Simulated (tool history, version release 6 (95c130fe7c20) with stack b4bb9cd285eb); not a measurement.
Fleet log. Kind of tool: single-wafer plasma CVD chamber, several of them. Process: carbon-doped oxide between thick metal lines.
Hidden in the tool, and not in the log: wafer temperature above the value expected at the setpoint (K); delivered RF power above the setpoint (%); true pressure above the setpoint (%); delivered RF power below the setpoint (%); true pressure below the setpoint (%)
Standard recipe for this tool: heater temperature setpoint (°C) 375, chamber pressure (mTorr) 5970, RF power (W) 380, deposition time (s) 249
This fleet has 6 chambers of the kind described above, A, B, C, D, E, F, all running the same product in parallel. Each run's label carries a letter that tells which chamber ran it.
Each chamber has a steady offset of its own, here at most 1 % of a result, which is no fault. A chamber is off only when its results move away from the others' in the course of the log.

run     day  heater temperature setpoint (°C)  chamber pressure (mTorr)  RF power (W)  deposition time (s)  hours since the last thermocouple change  hours since the last RF generator calibration  hours since the last manometer calibration  read-back reference wafer on the same gauge, thickness_nm  mean film thickness on the monitor wafer (nm)
 1A   0.312                               375                      5970           380                  249                                     430.5                                         1472.2                                       937.6                                                     1120.0                                        1005.60
 2F   0.638                               375                      5970           380                  249                                     167.1                                         1360.5                                       772.3                                                     1120.0                                        1006.90
 3E   0.983                               375                      5970           380                  249                                     739.2                                          629.8                                      1211.5                                                     1120.3                                         997.62
 4D   1.512                               375                      5970           380                  249                                    1135.4                                          823.6                                       575.6                                                     1120.2                                        1004.40
 5B   1.858                               375                      5970           455                  249                                     396.9                                         1598.0                                       872.0                                                     1120.7                                        1142.30
 6C   2.375                               375                      5970           455                  249                                     190.3                                          540.9                                      1144.1                                                     1121.2                                        1146.70
 7C   2.733                               375                      5970           455                  249                                     198.9                                          549.5                                      1152.7                                                     1120.8                                        1148.80
      2.917  -- chamber C: capacitance manometer re-zeroed and calibrated
 8B   3.067                               375                      5970           455                  249                                     425.9                                         1627.0                                       901.0                                                     1121.2                                        1143.10
      3.179  -- chamber D: thermocouple changed; heater temperature recalibrated
 9A   3.425                               375                      5970           455                  249                                     505.2                                         1546.9                                      1012.3                                                     1120.7                                        1142.60
10D   3.692                               375                      5970           455                  249                                      12.3                                          875.9                                       627.9                                                     1121.2                                        1152.00
11F   3.938                               375                      5970           380                  249                                     246.3                                         1439.7                                       851.5                                                     1121.4                                        1005.60
12E   4.246                               375                      5970           380                  249                                     817.5                                          708.1                                      1289.8                                                     1121.5                                        1000.30
13A   4.567                               375                      5970           380                  249                                     532.6                                         1574.3                                      1039.7                                                     1121.5                                        1005.90
14C   4.850                               375                      5970           380                  249                                     249.7                                          600.3                                        46.5                                                     1121.9                                        1008.00
15B   5.229                               375                      5970           380                  249                                     477.8                                         1678.9                                       952.9                                                     1122.0                                        1001.80
16D   5.604                               375                      5970           380                  249                                      58.2                                          921.8                                       673.8                                                     1122.0                                        1005.90
17F   6.092                               375                      5970           380                  249                                     298.0                                         1491.4                                       903.2                                                     1122.2                                        1008.00
      6.350  -- chamber B: RF generator calibrated
18E   6.458                               375                      5970           380                  249                                     870.6                                          761.2                                      1342.9                                                     1122.4                                         998.96
19A   6.825                               375                      5970           380                  249                                     586.8                                         1628.5                                      1093.9                                                     1122.2                                        1006.80
20F   7.162                               375                      5970           380                  249                                     323.7                                         1517.1                                       928.9                                                     1122.3                                        1007.30
      7.479  -- chamber D: RF generator calibrated
21D   7.550                               375                      5970           380                  249                                     104.9                                            1.8                                       720.5                                                     1122.6                                        1008.20
22C   7.917                               375                      5970           380                  249                                     323.3                                          673.9                                       120.1                                                     1122.9                                        1010.60
23E   8.458                               375                      5970           380                  249                                     918.6                                          809.2                                      1390.9                                                     1123.1                                        1000.20
24B   8.879                               375                      5970           380                  249                                     565.4                                           60.8                                      1040.5                                                     1122.7                                         999.83
25C   9.379                               375                      5970           380                  249                                     358.4                                          709.0                                       155.2                                                     1123.0                                        1010.90
26B   9.733                               375                      5970           380                  249                                     585.9                                           81.3                                      1061.0                                                     1123.7                                        1000.60
27D  10.288                               375                      5970           380                  249                                     170.6                                           67.5                                       786.2                                                     1123.7                                        1010.90
28E  10.638                               375                      5970           380                  249                                     970.9                                          861.5                                      1443.2                                                     1123.9                                        1002.00
     10.771  -- chamber E: capacitance manometer re-zeroed and calibrated
     10.896  -- chamber F: RF generator calibrated
29F  11.179                               375                      5970           380                  249                                     420.1                                            6.8                                      1025.3                                                     1123.7                                        1007.70
     11.579  -- chamber A: RF generator calibrated
30A  11.654                               375                      5970           380                  249                                     702.7                                            1.9                                      1209.8                                                     1124.2                                        1008.70
31C  12.162                               375                      5970           380                  249                                     425.2                                          775.8                                       222.0                                                     1124.2                                        1009.40
32B  12.442                               375                      5970           380                  249                                     650.9                                          146.3                                      1126.0                                                     1124.6                                        1005.60
33A  12.771                               375                      5970           380                  230                                     729.5                                           28.7                                      1236.6                                                     1124.6                                         931.54
34F  13.100                               375                      5970           380                  230                                     466.2                                           52.9                                      1071.4                                                     1124.8                                         931.65
35E  13.608                               375                      5970           380                  230                                    1042.2                                          932.8                                        68.2                                                     1124.9                                         926.18
36D  13.929                               375                      5970           380                  230                                     258.0                                          154.9                                       873.6                                                     1125.0                                         933.32
37D  14.329                               375                      5970           380                  230                                     267.6                                          164.5                                       883.2                                                     1125.0                                         933.86
38E  14.692                               375                      5970           380                  230                                    1068.2                                          958.8                                        94.2                                                     1124.9                                         926.40
39F  15.079                               375                      5970           380                  249                                     513.7                                          100.4                                      1118.9                                                     1125.5                                        1011.70
40B  15.450                               375                      5970           380                  249                                     723.1                                          218.5                                      1198.2                                                     1125.7                                        1003.90

Which is it: a chamber that has drifted or been left off by a service, a gauge drift common to all chambers, or only each chamber's usual small offset? If a chamber is off, name it and its likeliest cause.

The gauge drifts, so all chambers seem to drift together. No chamber is off.
Most likely cause: gauge reads high (%) = 0.507.

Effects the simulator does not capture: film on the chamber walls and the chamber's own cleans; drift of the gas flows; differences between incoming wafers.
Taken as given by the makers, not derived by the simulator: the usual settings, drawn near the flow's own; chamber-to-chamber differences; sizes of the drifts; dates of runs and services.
